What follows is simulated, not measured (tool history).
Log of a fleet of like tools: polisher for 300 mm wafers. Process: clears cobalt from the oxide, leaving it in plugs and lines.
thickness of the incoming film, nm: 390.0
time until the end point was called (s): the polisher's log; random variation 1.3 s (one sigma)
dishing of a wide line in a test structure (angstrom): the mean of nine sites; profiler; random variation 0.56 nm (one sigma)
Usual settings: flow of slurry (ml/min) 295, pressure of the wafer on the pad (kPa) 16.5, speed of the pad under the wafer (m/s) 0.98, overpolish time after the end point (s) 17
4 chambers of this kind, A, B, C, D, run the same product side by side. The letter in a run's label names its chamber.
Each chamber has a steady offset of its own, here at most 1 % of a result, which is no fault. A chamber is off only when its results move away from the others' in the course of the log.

| run | hour | flow of slurry (ml/min) | pressure of the wafer on the pad (kPa) | speed of the pad under the wafer (m/s) | overpolish time after the end point (s) | wafers polished on this pad | hours since the slurry nozzle was cleaned | hours since the head pressure was calibrated | time until the end point was called (s) | dishing of a wide line in a test structure (angstrom) |
|---|---|---|---|---|---|---|---|---|---|---|
| 1B | 5.0 | 295 | 16.5 | 0.98 | 17 | 417 | 563.1 | 32.4 | 70.619 | 506.72 |
| 2D | 8.3 | 295 | 16.5 | 0.98 | 17 | 157 | 141.7 | 135.0 | 70.710 | 503.62 |
| 3A | 13.6 | 295 | 16.5 | 0.98 | 17 | 449 | 440.2 | 159.7 | 70.696 | 521.86 |
| 4C | 16.0 | 295 | 16.5 | 0.98 | 17 | 426 | 263.3 | 968.4 | 73.479 | 513.31 |
| 5B | 19.3 | 295 | 16.5 | 0.98 | 17 | 575 | 577.4 | 46.7 | 70.136 | 512.50 |
| 6D | 22.0 | 295 | 16.5 | 0.98 | 17 | 308 | 155.4 | 148.7 | 69.662 | 527.84 |
|  | 22.7 | chamber C: worn pad replaced by a new one |
|  | 24.1 | chamber B: worn pad replaced by a new one |
| 7A | 24.8 | 295 | 16.5 | 0.98 | 17 | 573 | 451.4 | 170.9 | 72.406 | 509.22 |
| 8C | 29.9 | 240 | 16.5 | 0.98 | 10 | 80 | 277.2 | 982.3 | 73.132 | 368.77 |
| 9A | 33.6 | 240 | 16.5 | 0.98 | 10 | 670 | 460.2 | 179.7 | 74.273 | 368.08 |
| 10C | 36.0 | 240 | 16.5 | 0.98 | 10 | 147 | 283.3 | 988.4 | 72.100 | 370.06 |
| 11D | 40.0 | 240 | 16.5 | 0.98 | 10 | 507 | 173.4 | 166.7 | 74.546 | 367.66 |
| 12B | 42.9 | 295 | 16.5 | 0.98 | 17 | 208 | 601.0 | 70.3 | 70.935 | 511.17 |
| 13D | 47.1 | 295 | 15.2 | 0.98 | 9 | 585 | 180.5 | 173.8 | 77.237 | 329.85 |
|  | 47.9 | chamber A: worn pad replaced by a new one |
| 14C | 50.4 | 295 | 15.2 | 0.98 | 9 | 306 | 297.7 | 1002.8 | 79.276 | 322.59 |
| 15B | 54.2 | 295 | 15.2 | 0.98 | 9 | 333 | 612.3 | 81.6 | 76.285 | 328.33 |
|  | 54.8 | chamber C: head pressure recalibrated |
| 16A | 58.1 | 295 | 15.2 | 0.98 | 9 | 113 | 484.7 | 204.2 | 76.453 | 328.56 |
| 17C | 62.7 | 295 | 16.5 | 0.98 | 17 | 442 | 310.0 | 8.0 | 69.999 | 502.38 |
| 18B | 67.7 | 295 | 16.5 | 0.98 | 17 | 482 | 625.8 | 95.1 | 71.435 | 511.79 |
|  | 69.4 | chamber B: slurry nozzle cleaned |
| 19D | 70.2 | 295 | 16.5 | 0.98 | 17 | 840 | 203.6 | 196.9 | 71.950 | 518.35 |
| 20A | 72.5 | 295 | 16.5 | 0.98 | 17 | 272 | 499.1 | 218.6 | 72.305 | 511.44 |
| 21B | 76.9 | 295 | 16.5 | 0.98 | 17 | 584 | 7.5 | 104.3 | 69.183 | 522.76 |
|  | 79.6 | chamber C: worn pad replaced by a new one |
| 22D | 81.6 | 295 | 16.5 | 0.98 | 17 | 966 | 215.0 | 208.3 | 68.485 | 518.36 |
|  | 82.6 | chamber D: worn pad replaced by a new one |
| 23A | 84.9 | 360 | 16.5 | 0.98 | 17 | 408 | 511.5 | 231.0 | 68.383 | 517.63 |
|  | 87.6 | chamber B: worn pad replaced by a new one |
| 24C | 88.2 | 360 | 16.5 | 0.98 | 17 | 95 | 335.5 | 33.5 | 70.421 | 517.39 |
| 25B | 90.6 | 360 | 16.5 | 0.98 | 17 | 33 | 21.2 | 118.0 | 69.091 | 509.30 |
| 26A | 95.4 | 360 | 16.5 | 0.98 | 17 | 524 | 522.0 | 241.5 | 72.816 | 514.67 |
| 27D | 99.7 | 295 | 16.5 | 0.98 | 17 | 189 | 233.1 | 226.4 | 67.683 | 510.52 |
| 28C | 104.6 | 295 | 16.5 | 0.98 | 17 | 276 | 351.9 | 49.9 | 71.045 | 513.20 |
| 29B | 108.2 | 295 | 16.5 | 0.98 | 17 | 227 | 38.8 | 135.6 | 72.114 | 511.06 |
| 30A | 111.9 | 295 | 16.5 | 0.98 | 17 | 707 | 538.5 | 258.0 | 71.712 | 516.81 |
|  | 116.2 | chamber C: slurry nozzle cleaned |
| 31C | 116.8 | 295 | 16.5 | 0.98 | 17 | 410 | 0.6 | 62.1 | 71.476 | 511.60 |
| 32D | 121.5 | 295 | 16.5 | 0.98 | 17 | 430 | 254.9 | 248.2 | 70.796 | 504.64 |
|  | 122.3 | chamber A: worn pad replaced by a new one |
| 33A | 124.3 | 295 | 16.5 | 0.98 | 17 | 23 | 550.9 | 270.4 | 72.034 | 514.34 |
|  | 128.4 | chamber C: worn pad replaced by a new one |
| 34C | 128.7 | 295 | 16.5 | 0.98 | 17 | 3 | 12.5 | 74.0 | 72.621 | 517.93 |
| 35B | 131.3 | 295 | 16.5 | 0.98 | 17 | 482 | 61.9 | 158.7 | 72.703 | 495.89 |
| 36D | 136.2 | 295 | 16.5 | 0.98 | 17 | 592 | 269.6 | 262.9 | 70.197 | 514.61 |
| 37B | 140.8 | 295 | 16.5 | 1.28 | 9 | 587 | 71.4 | 168.2 | 56.092 | 412.23 |
| 38A | 143.5 | 295 | 16.5 | 1.28 | 9 | 235 | 570.1 | 289.6 | 54.420 | 415.49 |
| 39C | 145.7 | 295 | 16.5 | 1.28 | 9 | 191 | 29.5 | 91.0 | 54.796 | 413.59 |
| 40D | 149.4 | 295 | 16.5 | 1.28 | 9 | 738 | 282.8 | 276.1 | 55.717 | 419.98 |

Is one chamber off against the others, does the gauge drift, or is nothing wrong? If a chamber is off, say which, and what the likeliest cause is.

No chamber stands off beyond its own small offset, and the gauge holds steady.
